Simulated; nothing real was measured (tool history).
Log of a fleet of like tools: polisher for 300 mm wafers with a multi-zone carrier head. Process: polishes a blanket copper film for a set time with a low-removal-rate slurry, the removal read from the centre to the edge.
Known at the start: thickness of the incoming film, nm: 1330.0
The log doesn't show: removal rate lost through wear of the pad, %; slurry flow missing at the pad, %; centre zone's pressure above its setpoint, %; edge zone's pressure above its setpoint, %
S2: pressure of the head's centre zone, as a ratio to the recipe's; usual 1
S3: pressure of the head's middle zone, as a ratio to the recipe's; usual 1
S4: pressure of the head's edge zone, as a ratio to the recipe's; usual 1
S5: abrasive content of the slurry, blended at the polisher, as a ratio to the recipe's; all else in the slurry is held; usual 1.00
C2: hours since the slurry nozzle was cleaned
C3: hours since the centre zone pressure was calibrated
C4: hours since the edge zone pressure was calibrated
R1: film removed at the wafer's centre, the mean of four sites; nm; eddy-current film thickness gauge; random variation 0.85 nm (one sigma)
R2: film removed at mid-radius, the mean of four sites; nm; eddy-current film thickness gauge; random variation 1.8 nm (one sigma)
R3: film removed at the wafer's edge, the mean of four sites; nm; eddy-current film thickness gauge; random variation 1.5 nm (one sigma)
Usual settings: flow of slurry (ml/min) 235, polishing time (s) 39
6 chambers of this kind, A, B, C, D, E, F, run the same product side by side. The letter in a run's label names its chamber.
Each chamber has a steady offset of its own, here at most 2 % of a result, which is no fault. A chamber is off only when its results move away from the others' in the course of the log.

-- hour=5.3 chamber C: centre zone pressure recalibrated
run 1A hour=13.2 | flow_of_slurry_(ml/min)=235 S2=1 S3=1 S4=1 S5=1.00 polishing_time_(s)=39 | wafers_polished_on_this_pad=1196 C2=238.6 C3=1420.6 C4=347.4 | R1=123.960 R2=126.650 R3=127.390
-- hour=22.3 chamber D: worn pad replaced by a new one
-- hour=23.9 chamber B: worn pad replaced by a new one
-- hour=24.0 chamber F: worn pad replaced by a new one
run 2B hour=26.3 | flow_of_slurry_(ml/min)=235 S2=1 S3=1 S4=1 S5=1.00 polishing_time_(s)=39 | wafers_polished_on_this_pad=29 C2=379.2 C3=484.4 C4=892.8 | R1=125.160 R2=125.390 R3=122.160
-- hour=29.1 chamber A: slurry nozzle cleaned
-- hour=32.2 chamber A: worn pad replaced by a new one
run 3E hour=35.0 | flow_of_slurry_(ml/min)=235 S2=1 S3=1 S4=1 S5=1.00 polishing_time_(s)=39 | wafers_polished_on_this_pad=631 C2=246.7 C3=47.8 C4=1252.1 | R1=125.440 R2=125.280 R3=126.130
-- hour=45.4 chamber F: edge zone pressure recalibrated
run 4F hour=48.7 | flow_of_slurry_(ml/min)=235 S2=1 S3=1 S4=1 S5=1.00 polishing_time_(s)=39 | wafers_polished_on_this_pad=296 C2=628.3 C3=429.9 C4=3.3 | R1=124.260 R2=127.360 R3=125.800
-- hour=55.3 chamber C: worn pad replaced by a new one
run 5C hour=62.2 | flow_of_slurry_(ml/min)=235 S2=1 S3=1 S4=1 S5=1.00 polishing_time_(s)=39 | wafers_polished_on_this_pad=83 C2=727.3 C3=56.9 C4=848.1 | R1=125.470 R2=123.090 R3=129.600
-- hour=68.5 chamber E: worn pad replaced by a new one
run 6D hour=73.9 | flow_of_slurry_(ml/min)=235 S2=1 S3=1 S4=1 S5=1.00 polishing_time_(s)=39 | wafers_polished_on_this_pad=617 C2=171.5 C3=604.2 C4=112.7 | R1=125.410 R2=129.520 R3=125.710
run 7D hour=88.1 | flow_of_slurry_(ml/min)=235 S2=1 S3=1 S4=1 S5=1.00 polishing_time_(s)=39 | wafers_polished_on_this_pad=787 C2=185.7 C3=618.4 C4=126.9 | R1=125.140 R2=125.670 R3=126.620
-- hour=95.0 chamber D: worn pad replaced by a new one
-- hour=96.5 chamber B: worn pad replaced by a new one
run 8B hour=97.1 | flow_of_slurry_(ml/min)=235 S2=1 S3=1 S4=1 S5=1.00 polishing_time_(s)=39 | wafers_polished_on_this_pad=7 C2=450.0 C3=555.2 C4=963.6 | R1=124.270 R2=126.110 R3=123.930
-- hour=97.6 chamber A: centre zone pressure recalibrated
run 9F hour=110.1 | flow_of_slurry_(ml/min)=235 S2=1 S3=1 S4=1 S5=1.00 polishing_time_(s)=52 | wafers_polished_on_this_pad=1029 C2=689.7 C3=491.3 C4=64.7 | R1=166.420 R2=168.260 R3=166.630
run 10E hour=122.6 | flow_of_slurry_(ml/min)=235 S2=1 S3=1 S4=1 S5=1.00 polishing_time_(s)=52 | wafers_polished_on_this_pad=647 C2=334.3 C3=135.4 C4=1339.7 | R1=166.820 R2=167.720 R3=167.360
run 11A hour=134.9 | flow_of_slurry_(ml/min)=235 S2=1 S3=1 S4=1 S5=1.00 polishing_time_(s)=52 | wafers_polished_on_this_pad=1228 C2=105.8 C3=37.3 C4=469.1 | R1=167.140 R2=166.880 R3=168.860
-- hour=138.8 chamber F: worn pad replaced by a new one
-- hour=145.6 chamber A: worn pad replaced by a new one
-- hour=145.8 chamber C: worn pad replaced by a new one
-- hour=146.6 chamber E: worn pad replaced by a new one
run 12C hour=149.3 | flow_of_slurry_(ml/min)=235 S2=1 S3=1 S4=1 S5=1.00 polishing_time_(s)=52 | wafers_polished_on_this_pad=42 C2=814.4 C3=144.0 C4=935.2 | R1=164.530 R2=162.110 R3=168.850
-- hour=161.1 chamber E: edge zone pressure recalibrated
run 13A hour=161.8 | flow_of_slurry_(ml/min)=235 S2=1 S3=1 S4=1 S5=1.00 polishing_time_(s)=52 | wafers_polished_on_this_pad=194 C2=132.7 C3=64.2 C4=496.0 | R1=165.100 R2=165.260 R3=167.640
-- hour=169.3 chamber F: slurry nozzle cleaned
run 14E hour=170.4 | flow_of_slurry_(ml/min)=235 S2=1 S3=1 S4=1 S5=1.00 polishing_time_(s)=52 | wafers_polished_on_this_pad=284 C2=382.1 C3=183.2 C4=9.3 | R1=167.420 R2=165.870 R3=166.770
-- hour=177.4 chamber D: worn pad replaced by a new one
run 15D hour=183.9 | flow_of_slurry_(ml/min)=235 S2=1 S3=1 S4=1 S5=1.15 polishing_time_(s)=39 | wafers_polished_on_this_pad=78 C2=281.5 C3=714.2 C4=222.7 | R1=127.720 R2=129.030 R3=129.530
-- hour=191.9 chamber B: worn pad replaced by a new one
run 16B hour=194.1 | flow_of_slurry_(ml/min)=235 S2=1 S3=1 S4=1 S5=1.15 polishing_time_(s)=39 | wafers_polished_on_this_pad=27 C2=547.0 C3=652.2 C4=1060.6 | R1=129.320 R2=130.690 R3=128.140
run 17C hour=201.4 | flow_of_slurry_(ml/min)=235 S2=1 S3=1 S4=1 S5=1.15 polishing_time_(s)=39 | wafers_polished_on_this_pad=664 C2=866.5 C3=196.1 C4=987.3 | R1=128.650 R2=130.720 R3=130.570
run 18F hour=212.7 | flow_of_slurry_(ml/min)=235 S2=1 S3=1 S4=1 S5=1.15 polishing_time_(s)=39 | wafers_polished_on_this_pad=883 C2=43.5 C3=593.9 C4=167.3 | R1=131.200 R2=128.810 R3=129.490
run 19F hour=226.2 | flow_of_slurry_(ml/min)=235 S2=1 S3=1 S4=1 S5=1.15 polishing_time_(s)=39 | wafers_polished_on_this_pad=1044 C2=57.0 C3=607.4 C4=180.8 | R1=128.100 R2=129.980 R3=128.870
-- hour=229.4 chamber E: worn pad replaced by a new one
run 20C hour=234.6 | flow_of_slurry_(ml/min)=235 S2=1 S3=1 S4=1 S5=1.15 polishing_time_(s)=39 | wafers_polished_on_this_pad=1061 C2=899.7 C3=229.3 C4=1020.5 | R1=129.720 R2=127.740 R3=131.640
run 21D hour=248.0 | flow_of_slurry_(ml/min)=235 S2=1 S3=1 S4=1 S5=1.00 polishing_time_(s)=39 | wafers_polished_on_this_pad=844 C2=345.6 C3=778.3 C4=286.8 | R1=123.530 R2=130.900 R3=126.470
-- hour=253.5 chamber A: edge zone pressure recalibrated
-- hour=254.6 chamber B: edge zone pressure recalibrated
-- hour=255.5 chamber C: worn pad replaced by a new one
-- hour=255.9 chamber F: worn pad replaced by a new one
run 22B hour=256.3 | flow_of_slurry_(ml/min)=235 S2=1 S3=1 S4=1 S5=1.00 polishing_time_(s)=39 | wafers_polished_on_this_pad=770 C2=609.2 C3=714.4 C4=1.7 | R1=124.820 R2=123.240 R3=121.110
-- hour=259.8 chamber A: slurry nozzle cleaned
-- hour=260.0 chamber D: worn pad replaced by a new one
-- hour=264.3 chamber A: worn pad replaced by a new one
-- hour=264.8 chamber B: worn pad replaced by a new one
run 23A hour=268.4 | flow_of_slurry_(ml/min)=235 S2=1 S3=1 S4=1 S5=1.00 polishing_time_(s)=39 | wafers_polished_on_this_pad=49 C2=8.7 C3=170.8 C4=14.9 | R1=126.780 R2=123.660 R3=125.530
run 24E hour=276.8 | flow_of_slurry_(ml/min)=235 S2=1 S3=1 S4=1 S5=1.20 polishing_time_(s)=52 | wafers_polished_on_this_pad=566 C2=488.5 C3=289.6 C4=115.7 | R1=173.430 R2=173.150 R3=173.760
run 25B hour=288.9 | flow_of_slurry_(ml/min)=235 S2=1 S3=1 S4=1 S5=1.20 polishing_time_(s)=52 | wafers_polished_on_this_pad=288 C2=641.8 C3=747.0 C4=34.3 | R1=170.290 R2=172.090 R3=169.860
-- hour=293.4 chamber C: slurry nozzle cleaned
run 26F hour=300.8 | flow_of_slurry_(ml/min)=235 S2=1 S3=1 S4=1 S5=1.20 polishing_time_(s)=52 | wafers_polished_on_this_pad=537 C2=131.6 C3=682.0 C4=255.4 | R1=175.380 R2=173.550 R3=174.580
-- hour=307.7 chamber E: worn pad replaced by a new one
run 27D hour=313.7 | flow_of_slurry_(ml/min)=235 S2=1 S3=1 S4=1 S5=1.20 polishing_time_(s)=52 | wafers_polished_on_this_pad=642 C2=411.3 C3=844.0 C4=352.5 | R1=174.330 R2=169.810 R3=175.170
run 28E hour=325.2 | flow_of_slurry_(ml/min)=235 S2=1 S3=1 S4=1 S5=1.20 polishing_time_(s)=52 | wafers_polished_on_this_pad=209 C2=536.9 C3=338.0 C4=164.1 | R1=174.170 R2=175.600 R3=169.050
run 29C hour=335.4 | flow_of_slurry_(ml/min)=235 S2=1 S3=1 S4=1 S5=1.20 polishing_time_(s)=52 | wafers_polished_on_this_pad=955 C2=42.0 C3=330.1 C4=1121.3 | R1=176.320 R2=172.310 R3=175.060
-- hour=339.6 chamber B: worn pad replaced by a new one
run 30A hour=344.1 | flow_of_slurry_(ml/min)=235 S2=1 S3=1 S4=1 S5=1.00 polishing_time_(s)=39 | wafers_polished_on_this_pad=953 C2=84.4 C3=246.5 C4=90.6 | R1=125.850 R2=123.710 R3=127.230
-- hour=344.3 chamber E: centre zone pressure recalibrated
-- hour=351.1 chamber D: worn pad replaced by a new one
run 31C hour=353.7 | flow_of_slurry_(ml/min)=235 S2=1 S3=1 S4=1 S5=1.00 polishing_time_(s)=39 | wafers_polished_on_this_pad=1174 C2=60.3 C3=348.4 C4=1139.6 | R1=125.950 R2=124.920 R3=129.290
-- hour=358.2 chamber C: worn pad replaced by a new one
run 32A hour=366.6 | flow_of_slurry_(ml/min)=235 S2=1 S3=1 S4=1 S5=1.00 polishing_time_(s)=39 | wafers_polished_on_this_pad=1222 C2=106.9 C3=269.0 C4=113.1 | R1=126.400 R2=120.420 R3=126.000
-- hour=369.9 chamber F: worn pad replaced by a new one
run 33D hour=373.1 | flow_of_slurry_(ml/min)=235 S2=1 S3=1 S4=1 S5=0.85 polishing_time_(s)=30 | wafers_polished_on_this_pad=263 C2=470.7 C3=903.4 C4=411.9 | R1=92.177 R2=94.550 R3=95.035
run 34B hour=379.6 | flow_of_slurry_(ml/min)=235 S2=1 S3=1 S4=1 S5=0.85 polishing_time_(s)=30 | wafers_polished_on_this_pad=478 C2=732.5 C3=837.7 C4=125.0 | R1=89.601 R2=90.078 R3=90.479
run 35E hour=391.6 | flow_of_slurry_(ml/min)=235 S2=1 S3=1 S4=1 S5=0.85 polishing_time_(s)=30 | wafers_polished_on_this_pad=1003 C2=603.3 C3=47.3 C4=230.5 | R1=91.896 R2=93.438 R3=93.844
run 36F hour=398.3 | flow_of_slurry_(ml/min)=235 S2=1 S3=1 S4=1 S5=0.85 polishing_time_(s)=30 | wafers_polished_on_this_pad=340 C2=229.1 C3=779.5 C4=352.9 | R1=93.586 R2=94.337 R3=93.373
run 37C hour=407.0 | flow_of_slurry_(ml/min)=235 S2=1 S3=1 S4=1 S5=0.85 polishing_time_(s)=30 | wafers_polished_on_this_pad=583 C2=113.6 C3=401.7 C4=1192.9 | R1=93.529 R2=91.531 R3=96.087
run 38F hour=419.5 | flow_of_slurry_(ml/min)=235 S2=1 S3=1 S4=1 S5=0.85 polishing_time_(s)=30 | wafers_polished_on_this_pad=593 C2=250.3 C3=800.7 C4=374.1 | R1=92.327 R2=93.223 R3=93.105

All 6 chambers run these settings next. Forecast each chamber's results:
run 39A hour=429.9 | flow_of_slurry_(ml/min)=235 S2=1 S3=1 S4=1 S5=1.00 polishing_time_(s)=39 | R1=? R2=? R3=?
run 39B hour=429.9 | flow_of_slurry_(ml/min)=235 S2=1 S3=1 S4=1 S5=1.00 polishing_time_(s)=39 | R1=? R2=? R3=?
run 39C hour=429.9 | flow_of_slurry_(ml/min)=235 S2=1 S3=1 S4=1 S5=1.00 polishing_time_(s)=39 | R1=? R2=? R3=?
run 39D hour=429.9 | flow_of_slurry_(ml/min)=235 S2=1 S3=1 S4=1 S5=1.00 polishing_time_(s)=39 | R1=? R2=? R3=?
run 39E hour=429.9 | flow_of_slurry_(ml/min)=235 S2=1 S3=1 S4=1 S5=1.00 polishing_time_(s)=39 | R1=? R2=? R3=?
run 39F hour=429.9 | flow_of_slurry_(ml/min)=235 S2=1 S3=1 S4=1 S5=1.00 polishing_time_(s)=39 | R1=? R2=? R3=?

run=39A R1=126.650 R2=126.140 R3=126.770
run=39B R1=122.100 R2=121.790 R3=120.330
run=39C R1=124.630 R2=124.560 R3=126.450
run=39D R1=124.070 R2=127.390 R3=124.710
run=39E R1=126.220 R2=122.260 R3=128.540
run=39F R1=125.240 R2=125.300 R3=125.310

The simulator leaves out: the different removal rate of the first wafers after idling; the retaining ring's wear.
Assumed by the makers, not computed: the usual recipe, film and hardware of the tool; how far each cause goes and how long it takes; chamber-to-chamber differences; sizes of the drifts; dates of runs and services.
